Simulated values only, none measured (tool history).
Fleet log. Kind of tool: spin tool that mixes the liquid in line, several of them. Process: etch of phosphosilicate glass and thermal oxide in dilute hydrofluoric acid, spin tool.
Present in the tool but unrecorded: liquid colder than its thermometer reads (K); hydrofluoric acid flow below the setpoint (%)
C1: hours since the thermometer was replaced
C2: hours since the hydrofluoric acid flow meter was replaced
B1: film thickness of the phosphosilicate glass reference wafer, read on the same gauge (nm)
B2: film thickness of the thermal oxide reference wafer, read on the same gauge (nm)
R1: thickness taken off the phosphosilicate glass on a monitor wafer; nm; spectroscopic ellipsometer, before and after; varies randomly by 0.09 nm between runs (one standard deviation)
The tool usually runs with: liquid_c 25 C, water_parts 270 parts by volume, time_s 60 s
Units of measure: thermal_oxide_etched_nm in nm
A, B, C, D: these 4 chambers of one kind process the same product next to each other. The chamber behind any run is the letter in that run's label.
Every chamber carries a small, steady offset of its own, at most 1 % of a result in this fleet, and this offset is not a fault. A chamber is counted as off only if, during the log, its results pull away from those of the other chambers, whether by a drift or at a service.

run 1A hour=10.2 | liquid_c=25 water_parts=270 time_s=60 | C1=146.1 C2=501 | B1=129.95 B2=90.026 | R1=11.456 thermal_oxide_etched_nm=0.94015
run 2D hour=16 | liquid_c=25 water_parts=270 time_s=60 | C1=185.4 C2=1023.7 | B1=129.99 B2=89.952 | R1=11.395 thermal_oxide_etched_nm=0.92816
run 3C hour=21.9 | liquid_c=25 water_parts=270 time_s=60 | C1=409.7 C2=550.3 | B1=129.98 B2=89.99 | R1=11.616 thermal_oxide_etched_nm=0.95971
run 4B hour=29.7 | liquid_c=25 water_parts=270 time_s=60 | C1=149.9 C2=59.3 | B1=130.03 B2=90 | R1=11.382 thermal_oxide_etched_nm=1.0167
run 5D hour=39.3 | liquid_c=25 water_parts=270 time_s=60 | C1=208.7 C2=1047 | B1=129.99 B2=89.995 | R1=11.426 thermal_oxide_etched_nm=0.91924
run 6A hour=49.3 | liquid_c=25 water_parts=270 time_s=60 | C1=185.2 C2=540.1 | B1=130.01 B2=90.018 | R1=11.592 thermal_oxide_etched_nm=0.94168
run 7B hour=57.2 | liquid_c=25 water_parts=270 time_s=60 | C1=177.4 C2=86.8 | B1=129.97 B2=89.993 | R1=11.346 thermal_oxide_etched_nm=0.95197
run 8C hour=68.7 | liquid_c=25 water_parts=270 time_s=60 | C1=456.5 C2=597.1 | B1=130.04 B2=90.037 | R1=11.611 thermal_oxide_etched_nm=0.91624
run 9A hour=80.6 | liquid_c=25 water_parts=270 time_s=60 | C1=216.5 C2=571.4 | B1=129.99 B2=90.009 | R1=11.484 thermal_oxide_etched_nm=0.97275
run 10D hour=93.3 | liquid_c=25 water_parts=270 time_s=60 | C1=262.7 C2=1101 | B1=129.97 B2=90.003 | R1=11.283 thermal_oxide_etched_nm=0.92885
run 11B hour=104.2 | liquid_c=25 water_parts=270 time_s=60 | C1=224.4 C2=133.8 | B1=129.99 B2=89.986 | R1=11.211 thermal_oxide_etched_nm=0.93181
run 12C hour=114.2 | liquid_c=25 water_parts=270 time_s=60 | C1=502 C2=642.6 | B1=130.02 B2=90.01 | R1=11.647 thermal_oxide_etched_nm=0.95387
run 13B hour=126.3 | liquid_c=25 water_parts=270 time_s=60 | C1=246.5 C2=155.9 | B1=129.99 B2=90.021 | R1=11.433 thermal_oxide_etched_nm=0.95825
run 14D hour=131.8 | liquid_c=25 water_parts=270 time_s=60 | C1=301.2 C2=1139.5 | B1=130.02 B2=89.996 | R1=11.386 thermal_oxide_etched_nm=0.93869
run 15A hour=142.4 | liquid_c=25 water_parts=270 time_s=60 | C1=278.3 C2=633.2 | B1=130.03 B2=89.988 | R1=11.685 thermal_oxide_etched_nm=0.86508
run 16C hour=149.8 | liquid_c=25 water_parts=270 time_s=60 | C1=537.6 C2=678.2 | B1=129.97 B2=90.005 | R1=11.559 thermal_oxide_etched_nm=0.94236
run 17A hour=155.3 | liquid_c=25 water_parts=270 time_s=60 | C1=291.2 C2=646.1 | B1=129.95 B2=89.986 | R1=11.496 thermal_oxide_etched_nm=0.94118
run 18C hour=163.9 | liquid_c=25 water_parts=270 time_s=60 | C1=551.7 C2=692.3 | B1=129.99 B2=89.982 | R1=11.472 thermal_oxide_etched_nm=0.95665
run 19D hour=176.4 | liquid_c=25 water_parts=270 time_s=60 | C1=345.8 C2=1184.1 | B1=130.02 B2=90.017 | R1=11.355 thermal_oxide_etched_nm=0.92661
run 20B hour=189.1 | liquid_c=25 water_parts=270 time_s=60 | C1=309.3 C2=218.7 | B1=130.03 B2=90.029 | R1=11.361 thermal_oxide_etched_nm=0.91268
run 21B hour=196.6 | liquid_c=25 water_parts=270 time_s=60 | C1=316.8 C2=226.2 | B1=130 B2=90.006 | R1=11.339 thermal_oxide_etched_nm=0.9525
run 22D hour=205.2 | liquid_c=25 water_parts=270 time_s=60 | C1=374.6 C2=1212.9 | B1=130.03 B2=89.947 | R1=11.3 thermal_oxide_etched_nm=0.96643
run 23C hour=217.1 | liquid_c=28.5 water_parts=270 time_s=60 | C1=604.9 C2=745.5 | B1=130.01 B2=89.99 | R1=12.962 thermal_oxide_etched_nm=1.0038
run 24A hour=226.1 | liquid_c=28.5 water_parts=270 time_s=60 | C1=362 C2=716.9 | B1=130.02 B2=90.015 | R1=12.945 thermal_oxide_etched_nm=1.0816
run 25D hour=235.9 | liquid_c=28.5 water_parts=270 time_s=60 | C1=405.3 C2=1243.6 | B1=129.99 B2=89.963 | R1=13.119 thermal_oxide_etched_nm=1.0802
run 26A hour=245.3 | liquid_c=28.5 water_parts=270 time_s=60 | C1=381.2 C2=736.1 | B1=130 B2=90.027 | R1=13.001 thermal_oxide_etched_nm=1.0603

Next, every chamber runs the same settings. What will each give?
run 27A hour=254.4 | liquid_c=25 water_parts=270 time_s=60 | R1=? thermal_oxide_etched_nm=?
run 27B hour=254.4 | liquid_c=25 water_parts=270 time_s=60 | R1=? thermal_oxide_etched_nm=?
run 27C hour=254.4 | liquid_c=25 water_parts=270 time_s=60 | R1=? thermal_oxide_etched_nm=?
run 27D hour=254.4 | liquid_c=25 water_parts=270 time_s=60 | R1=? thermal_oxide_etched_nm=?

run=27A R1=11.293 thermal_oxide_etched_nm=0.9134
run=27B R1=11.48 thermal_oxide_etched_nm=0.91232
run=27C R1=11.571 thermal_oxide_etched_nm=0.94788
run=27D R1=11.558 thermal_oxide_etched_nm=0.97967
